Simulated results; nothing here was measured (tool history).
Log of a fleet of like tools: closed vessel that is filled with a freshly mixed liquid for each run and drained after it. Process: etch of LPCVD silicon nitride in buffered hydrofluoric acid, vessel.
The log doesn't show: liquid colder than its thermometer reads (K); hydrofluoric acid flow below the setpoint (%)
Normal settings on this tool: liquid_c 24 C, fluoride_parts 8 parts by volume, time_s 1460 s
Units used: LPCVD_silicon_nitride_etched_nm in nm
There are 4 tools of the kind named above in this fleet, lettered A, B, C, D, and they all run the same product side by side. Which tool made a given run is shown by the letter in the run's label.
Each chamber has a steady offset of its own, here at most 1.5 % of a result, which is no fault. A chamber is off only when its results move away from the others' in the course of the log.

run   hour  liquid_c  fluoride_parts  time_s  hours since the thermometer was replaced  hours since the hydrofluoric acid flow meter was replaced  read-back film thickness of the LPCVD silicon nitride reference wafer, read on the same gauge (nm)  LPCVD_silicon_nitride_etched_nm
 1B    3.7        24               8    1460                                     918.3                                                       85.2                                                                                                 140                           24.945
 2A    7.5        24               8    1460                                     832.9                                                      184.7                                                                                                 140                           24.889
 3D   11.7        24               8    1460                                      60.8                                                      299.1                                                                                                 140                            24.89
 4C   14.8        24               8    1460                                     490.3                                                     1058.2                                                                                              140.02                           24.781
 5A   17.7        24               8    1460                                     843.1                                                      194.9                                                                                              139.97                           24.614
 6B     21        24              11    1160                                     935.6                                                      102.5                                                                                              140.01                           14.952
 7D     25        24              11    1160                                      74.1                                                      312.4                                                                                              139.97                           14.977
 8C   29.2        24              11    1160                                     504.7                                                     1072.6                                                                                              140.01                           14.712
 9A   31.9        24              11    1160                                     857.3                                                      209.1                                                                                              140.01                           14.816
10C   35.9        24               8    1460                                     511.4                                                     1079.3                                                                                              140.01                           24.559
11B   38.3        24               8    1460                                     952.9                                                      119.8                                                                                              139.99                           24.832
12D     43        24               8    1460                                      92.1                                                      330.4                                                                                              139.99                           25.074
13A   47.3        24               8    1460                                     872.7                                                      224.5                                                                                                 140                           24.653
14C   50.8        27               8    1725                                     526.3                                                     1094.2                                                                                                 140                           34.556
15B   53.2        27               8    1725                                     967.8                                                      134.7                                                                                              139.99                           34.637
16D   56.9        27               8    1725                                       106                                                      344.3                                                                                              140.02                           34.862
17B   60.8        27               8    1725                                     975.4                                                      142.3                                                                                                 140                           34.486
18D   63.1        24               8    1460                                     112.2                                                      350.5                                                                                              140.05                           24.843
19A   67.2        24            10.5    1460                                     892.6                                                      244.4                                                                                              140.01                           19.609
20C   70.2        24            10.5    1460                                     545.7                                                     1113.6                                                                                              139.99                           19.409
21A   73.2        24            10.5    1460                                     898.6                                                      250.4                                                                                              139.99                            19.49
22B   75.9        24            10.5    1460                                     990.5                                                      157.4                                                                                              139.99                           19.665
23C   80.4        24               8    1460                                     555.9                                                     1123.8                                                                                              139.99                           24.242
24D   83.8        24               8    1460                                     132.9                                                      371.2                                                                                                 140                           25.013
25A   86.4        24               8    1460                                     911.8                                                      263.6                                                                                              140.05                           24.661
26B   89.7        24               8    1460                                    1004.3                                                      171.2                                                                                              139.97                            24.67
27D   92.4        24               8    1460                                     141.5                                                      379.8                                                                                                 140                           24.907
28C   94.7        24               8    1460                                     570.2                                                     1138.1                                                                                              140.05                           24.172
29D   96.9        26               8    1460                                       146                                                      384.3                                                                                                 140                           27.881
30A    101        26               8    1460                                     926.4                                                      278.2                                                                                              139.97                           27.408
31C  103.4        26               8    1460                                     578.9                                                     1146.8                                                                                              140.02                           26.472
32B  105.6        26               8    1460                                    1020.2                                                      187.1                                                                                              140.04                           27.695
33D  108.8        24             6.5    1460                                     157.9                                                      396.2                                                                                              139.98                           30.601
34B  110.9        24             6.5    1460                                    1025.5                                                      192.4                                                                                              139.99                           30.486
35C  115.7        24             6.5    1460                                     591.2                                                     1159.1                                                                                              140.01                           29.435
36A  118.9        24             6.5    1460                                     944.3                                                      296.1                                                                                              139.95                           30.672
37A  122.1        24               8    1460                                     947.5                                                      299.3                                                                                              139.98                           24.878
38B    126        24               8    1460                                    1040.6                                                      207.5                                                                                              140.01                           24.671
39D  128.5        24               8    1460                                     177.6                                                      415.9                                                                                              140.05                           24.984
40C  132.2        24               8    1460                                     607.7                                                     1175.6                                                                                              139.97                           23.695
41A    136        24               9     875                                     961.4                                                      313.2                                                                                              140.01                           13.092
42B  138.8        24               9     875                                    1053.4                                                      220.3                                                                                              139.99                           13.088
43C  143.1        24               9     875                                     618.6                                                     1186.5                                                                                              139.99                           12.702

All 4 chambers run these settings next. Forecast each chamber's results:
44A  146.6        24               8    1460                                                                                                                                                                                                                                         ?
44B  146.6        24               8    1460                                                                                                                                                                                                                                         ?
44C  146.6        24               8    1460                                                                                                                                                                                                                                         ?
44D  146.6        24               8    1460                                                                                                                                                                                                                                         ?

run  LPCVD_silicon_nitride_etched_nm
44A                            24.88
44B                           24.976
44C                           23.442
44D                           25.113
